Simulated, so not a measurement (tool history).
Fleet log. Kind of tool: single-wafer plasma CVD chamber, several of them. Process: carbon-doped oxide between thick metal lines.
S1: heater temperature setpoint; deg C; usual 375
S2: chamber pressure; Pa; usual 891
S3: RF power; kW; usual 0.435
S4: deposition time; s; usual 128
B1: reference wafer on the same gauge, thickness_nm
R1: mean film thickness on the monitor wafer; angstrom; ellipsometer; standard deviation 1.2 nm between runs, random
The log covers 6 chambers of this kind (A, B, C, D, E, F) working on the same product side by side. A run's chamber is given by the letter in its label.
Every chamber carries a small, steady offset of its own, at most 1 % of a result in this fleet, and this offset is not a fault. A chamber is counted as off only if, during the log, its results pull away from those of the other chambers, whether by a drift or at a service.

run   hour   S1   S2     S3   S4      B1      R1
 1A    2.2  375  891  0.435  128  487.79  5756.5
 2D    4.6  375  891  0.435  128  488.21  5762.1
       7.7  -- chamber D: thermocouple changed; heater temperature recalibrated
 3B    8.1  375  891  0.435  128  487.85  5722.6
 4E   11.6  375  891  0.435  128  488.11  5806.3
 5F   15.3  388  891  0.435  144  487.83  6350.2
 6C   19.5  388  891  0.435  144  488.09  6284.4
 7E   22.5  388  891  0.435  144  487.96  6402.0
 8B   25.5  388  891  0.435  144  488.06  6314.9
 9A   29.1  388  891  0.435  144  488.05  6300.7
10F   31.9  388  891  0.435  144  488.00  6365.2
11D   35.3  375  891  0.435  128  488.16  5756.5
12C   38.8  375  891  0.510  128  487.62  6371.8
13F   41.8  375  891  0.510  128  487.67  6405.4
      42.3  -- chamber B: thermocouple changed; heater temperature recalibrated
14B   43.9  375  891  0.510  128  487.99  6359.6
15D   48.0  375  891  0.510  128  488.28  6408.2
16E   50.8  375  891  0.510  128  488.11  6461.9
17A   53.3  375  891  0.510  128  488.08  6386.3
18C   55.4  375  891  0.435  128  487.99  5734.0
19F   59.7  363  891  0.435  128  488.11  5919.2
20B   62.7  363  891  0.435  128  487.86  5899.6
21E   65.9  363  891  0.435  128  488.04  5945.9
22A   68.2  363  891  0.435  128  488.05  5914.7
23C   70.8  363  891  0.435  128  488.13  5875.1
24D   74.3  363  891  0.435  128  488.01  5904.6
25C   78.8  375  891  0.435  128  488.17  5762.4
26E   82.7  375  891  0.435  128  488.21  5834.0
27A   84.9  375  891  0.435  128  488.14  5739.7
28D   86.8  375  891  0.435  128  487.93  5766.8
29F   89.5  375  891  0.435  103  488.05  4647.6
30B   92.1  375  891  0.435  103  487.67  4610.3
31F   95.7  375  891  0.435  103  487.93  4658.4
32D   97.8  375  891  0.435  103  488.08  4642.0
     101.0  -- chamber D: RF generator calibrated
33C  101.8  375  891  0.435  103  488.11  4636.3
34A  106.0  375  891  0.435  103  487.95  4635.5
35B  108.6  375  891  0.435  128  487.89  5714.5
36E  112.1  375  891  0.435  128  488.21  5810.4
37D  114.9  375  891  0.435  128  487.80  5748.1
38C  117.5  375  891  0.435  128  487.85  5713.7
39A  120.1  375  891  0.435  128  487.84  5743.0
40F  123.9  375  891  0.435  128  488.24  5785.3
41B  127.9  375  891  0.435  128  488.08  5733.4

The same settings go to every chamber for the next run, one line per chamber below. Forecast the results for each:
42A  131.2  375  891  0.515  128       ?
42B  131.2  375  891  0.515  128       ?
42C  131.2  375  891  0.515  128       ?
42D  131.2  375  891  0.515  128       ?
42E  131.2  375  891  0.515  128       ?
42F  131.2  375  891  0.515  128       ?

run      R1
42A  6438.9
42B  6391.2
42C  6408.8
42D  6432.7
42E  6467.8
42F  6495.8
